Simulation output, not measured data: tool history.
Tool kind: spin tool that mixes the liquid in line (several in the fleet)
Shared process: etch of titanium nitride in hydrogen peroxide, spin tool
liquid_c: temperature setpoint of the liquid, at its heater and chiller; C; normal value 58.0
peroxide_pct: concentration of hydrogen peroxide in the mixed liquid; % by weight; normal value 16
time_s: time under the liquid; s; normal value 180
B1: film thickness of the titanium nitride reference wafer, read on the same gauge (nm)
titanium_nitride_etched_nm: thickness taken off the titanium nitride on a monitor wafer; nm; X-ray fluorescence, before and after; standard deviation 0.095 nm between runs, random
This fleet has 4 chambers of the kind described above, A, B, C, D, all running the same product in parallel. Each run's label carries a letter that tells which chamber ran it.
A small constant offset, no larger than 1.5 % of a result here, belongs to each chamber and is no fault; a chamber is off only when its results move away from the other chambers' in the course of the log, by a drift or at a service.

{"run": "1A", "hour": 8.5, "liquid_c": 58.0, "peroxide_pct": 16, "time_s": 180, "B1": 70.002, "titanium_nitride_etched_nm": 13.115}
{"run": "2D", "hour": 14.0, "liquid_c": 58.0, "peroxide_pct": 16, "time_s": 180, "B1": 69.994, "titanium_nitride_etched_nm": 13.206}
{"hour": 20.5, "done": "chamber B: heated supply line repaired"}
{"run": "3C", "hour": 20.7, "liquid_c": 58.0, "peroxide_pct": 16, "time_s": 180, "B1": 70.006, "titanium_nitride_etched_nm": 13.184}
{"run": "4B", "hour": 26.2, "liquid_c": 58.0, "peroxide_pct": 16, "time_s": 180, "B1": 69.997, "titanium_nitride_etched_nm": 13.26}
{"run": "5B", "hour": 32.8, "liquid_c": 58.0, "peroxide_pct": 16, "time_s": 180, "B1": 70.022, "titanium_nitride_etched_nm": 13.327}
{"hour": 38.9, "done": "chamber D: heated supply line repaired"}
{"run": "6C", "hour": 40.8, "liquid_c": 58.0, "peroxide_pct": 16, "time_s": 180, "B1": 69.985, "titanium_nitride_etched_nm": 12.978}
{"run": "7D", "hour": 50.2, "liquid_c": 51.5, "peroxide_pct": 16, "time_s": 240, "B1": 70.013, "titanium_nitride_etched_nm": 11.015}
{"run": "8A", "hour": 57.5, "liquid_c": 51.5, "peroxide_pct": 16, "time_s": 240, "B1": 69.984, "titanium_nitride_etched_nm": 11.113}
{"run": "9A", "hour": 62.6, "liquid_c": 51.5, "peroxide_pct": 16, "time_s": 240, "B1": 70.006, "titanium_nitride_etched_nm": 11.004}
{"run": "10D", "hour": 71.4, "liquid_c": 51.5, "peroxide_pct": 16, "time_s": 240, "B1": 69.987, "titanium_nitride_etched_nm": 11.119}
{"run": "11C", "hour": 80.8, "liquid_c": 58.0, "peroxide_pct": 16, "time_s": 180, "B1": 69.993, "titanium_nitride_etched_nm": 13.067}
{"run": "12B", "hour": 86.2, "liquid_c": 58.0, "peroxide_pct": 16, "time_s": 180, "B1": 70.007, "titanium_nitride_etched_nm": 13.368}
{"run": "13C", "hour": 92.6, "liquid_c": 58.0, "peroxide_pct": 16, "time_s": 180, "B1": 69.995, "titanium_nitride_etched_nm": 13.089}
{"run": "14B", "hour": 98.6, "liquid_c": 58.0, "peroxide_pct": 16, "time_s": 180, "B1": 70.0, "titanium_nitride_etched_nm": 13.326}
{"run": "15D", "hour": 103.2, "liquid_c": 58.0, "peroxide_pct": 16, "time_s": 260, "B1": 70.006, "titanium_nitride_etched_nm": 18.984}
{"run": "16A", "hour": 113.0, "liquid_c": 58.0, "peroxide_pct": 16, "time_s": 260, "B1": 69.999, "titanium_nitride_etched_nm": 18.912}
{"run": "17C", "hour": 122.5, "liquid_c": 58.0, "peroxide_pct": 16, "time_s": 260, "B1": 69.996, "titanium_nitride_etched_nm": 19.123}
{"run": "18A", "hour": 128.5, "liquid_c": 58.0, "peroxide_pct": 16, "time_s": 260, "B1": 69.991, "titanium_nitride_etched_nm": 19.363}
{"run": "19B", "hour": 136.7, "liquid_c": 58.0, "peroxide_pct": 12, "time_s": 220, "B1": 70.004, "titanium_nitride_etched_nm": 15.125}
{"run": "20D", "hour": 143.4, "liquid_c": 58.0, "peroxide_pct": 12, "time_s": 220, "B1": 69.985, "titanium_nitride_etched_nm": 15.311}
{"run": "21A", "hour": 152.9, "liquid_c": 58.0, "peroxide_pct": 12, "time_s": 220, "B1": 69.992, "titanium_nitride_etched_nm": 15.22}
{"run": "22B", "hour": 163.1, "liquid_c": 58.0, "peroxide_pct": 12, "time_s": 220, "B1": 70.0, "titanium_nitride_etched_nm": 14.893}
{"run": "23D", "hour": 171.1, "liquid_c": 50.0, "peroxide_pct": 16, "time_s": 265, "B1": 70.003, "titanium_nitride_etched_nm": 10.947}
{"run": "24C", "hour": 177.5, "liquid_c": 50.0, "peroxide_pct": 16, "time_s": 265, "B1": 70.023, "titanium_nitride_etched_nm": 11.119}
{"run": "25D", "hour": 183.4, "liquid_c": 50.0, "peroxide_pct": 16, "time_s": 265, "B1": 69.982, "titanium_nitride_etched_nm": 10.976}
{"run": "26B", "hour": 189.7, "liquid_c": 50.0, "peroxide_pct": 16, "time_s": 265, "B1": 69.999, "titanium_nitride_etched_nm": 10.66}
{"run": "27A", "hour": 199.1, "liquid_c": 58.0, "peroxide_pct": 16, "time_s": 180, "B1": 70.004, "titanium_nitride_etched_nm": 13.148}
{"run": "28C", "hour": 204.9, "liquid_c": 58.0, "peroxide_pct": 16, "time_s": 180, "B1": 69.977, "titanium_nitride_etched_nm": 13.021}
{"run": "29B", "hour": 213.9, "liquid_c": 58.0, "peroxide_pct": 16, "time_s": 180, "B1": 69.995, "titanium_nitride_etched_nm": 12.52}
{"run": "30A", "hour": 222.2, "liquid_c": 58.0, "peroxide_pct": 16, "time_s": 180, "B1": 69.992, "titanium_nitride_etched_nm": 13.241}
{"run": "31D", "hour": 230.2, "liquid_c": 58.0, "peroxide_pct": 16, "time_s": 180, "B1": 69.996, "titanium_nitride_etched_nm": 13.073}
{"run": "32C", "hour": 234.9, "liquid_c": 58.0, "peroxide_pct": 16, "time_s": 180, "B1": 69.973, "titanium_nitride_etched_nm": 12.981}
{"run": "33B", "hour": 239.5, "liquid_c": 58.0, "peroxide_pct": 16, "time_s": 180, "B1": 70.0, "titanium_nitride_etched_nm": 12.455}
{"run": "34A", "hour": 246.6, "liquid_c": 58.0, "peroxide_pct": 16, "time_s": 180, "B1": 70.008, "titanium_nitride_etched_nm": 13.148}
{"run": "35C", "hour": 254.2, "liquid_c": 63.0, "peroxide_pct": 16, "time_s": 180, "B1": 69.984, "titanium_nitride_etched_nm": 18.406}
{"run": "36D", "hour": 264.4, "liquid_c": 63.0, "peroxide_pct": 16, "time_s": 180, "B1": 70.005, "titanium_nitride_etched_nm": 18.454}
{"run": "37D", "hour": 272.8, "liquid_c": 63.0, "peroxide_pct": 16, "time_s": 180, "B1": 70.0, "titanium_nitride_etched_nm": 18.495}

Each of the 4 chambers runs these same settings next. Fill in every chamber's results:
{"run": "38A", "hour": 280.3, "liquid_c": 58.0, "peroxide_pct": 16, "time_s": 180, "titanium_nitride_etched_nm": "?"}
{"run": "38B", "hour": 280.3, "liquid_c": 58.0, "peroxide_pct": 16, "time_s": 180, "titanium_nitride_etched_nm": "?"}
{"run": "38C", "hour": 280.3, "liquid_c": 58.0, "peroxide_pct": 16, "time_s": 180, "titanium_nitride_etched_nm": "?"}
{"run": "38D", "hour": 280.3, "liquid_c": 58.0, "peroxide_pct": 16, "time_s": 180, "titanium_nitride_etched_nm": "?"}

run=38A titanium_nitride_etched_nm=13.009
run=38B titanium_nitride_etched_nm=12.180
run=38C titanium_nitride_etched_nm=13.032
run=38D titanium_nitride_etched_nm=13.185
